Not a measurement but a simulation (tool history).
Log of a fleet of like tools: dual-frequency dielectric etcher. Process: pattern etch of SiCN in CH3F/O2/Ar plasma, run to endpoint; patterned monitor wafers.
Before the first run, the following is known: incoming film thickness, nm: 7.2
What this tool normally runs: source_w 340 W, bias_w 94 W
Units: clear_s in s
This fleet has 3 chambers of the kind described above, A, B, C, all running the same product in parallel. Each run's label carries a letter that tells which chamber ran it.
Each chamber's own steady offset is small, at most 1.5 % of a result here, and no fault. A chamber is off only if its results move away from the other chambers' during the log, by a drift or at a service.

{"run": "1B", "hour": 2.0, "source_w": 340, "bias_w": 94, "clear_s": 18.588}
{"run": "2C", "hour": 5.5, "source_w": 340, "bias_w": 94, "clear_s": 18.26}
{"run": "3A", "hour": 9.6, "source_w": 340, "bias_w": 94, "clear_s": 18.55}
{"run": "4C", "hour": 12.5, "source_w": 340, "bias_w": 94, "clear_s": 18.314}
{"run": "5B", "hour": 16.0, "source_w": 340, "bias_w": 94, "clear_s": 18.569}
{"run": "6A", "hour": 18.8, "source_w": 340, "bias_w": 94, "clear_s": 18.589}
{"run": "7B", "hour": 21.2, "source_w": 340, "bias_w": 94, "clear_s": 18.647}
{"run": "8A", "hour": 23.2, "source_w": 340, "bias_w": 94, "clear_s": 18.361}
{"run": "9C", "hour": 25.0, "source_w": 340, "bias_w": 94, "clear_s": 18.309}
{"run": "10B", "hour": 27.5, "source_w": 340, "bias_w": 85, "clear_s": 19.253}
{"run": "11A", "hour": 31.7, "source_w": 340, "bias_w": 85, "clear_s": 19.199}
{"run": "12C", "hour": 33.7, "source_w": 340, "bias_w": 85, "clear_s": 19.042}
{"run": "13C", "hour": 35.8, "source_w": 340, "bias_w": 94, "clear_s": 18.444}
{"run": "14B", "hour": 37.7, "source_w": 340, "bias_w": 94, "clear_s": 18.579}
{"run": "15A", "hour": 39.7, "source_w": 340, "bias_w": 94, "clear_s": 18.487}
{"run": "16A", "hour": 43.2, "source_w": 340, "bias_w": 94, "clear_s": 18.404}
{"run": "17C", "hour": 47.3, "source_w": 340, "bias_w": 94, "clear_s": 18.197}
{"run": "18B", "hour": 51.5, "source_w": 340, "bias_w": 94, "clear_s": 18.61}
{"run": "19A", "hour": 55.3, "source_w": 340, "bias_w": 94, "clear_s": 18.617}
{"run": "20C", "hour": 58.4, "source_w": 340, "bias_w": 94, "clear_s": 18.326}
{"run": "21B", "hour": 62.0, "source_w": 340, "bias_w": 94, "clear_s": 18.395}
{"run": "22C", "hour": 63.9, "source_w": 340, "bias_w": 94, "clear_s": 18.32}
{"run": "23A", "hour": 66.9, "source_w": 340, "bias_w": 94, "clear_s": 18.572}

Read the log: is a single chamber off, either drifting away or since a service, is the gauge that measures every chamber drifting, or is nothing wrong beyond small per-chamber offsets? Name any odd chamber and what most likely caused it.

The fleet is healthy, with each chamber sitting at its usual small offset and no drift in the gauge.
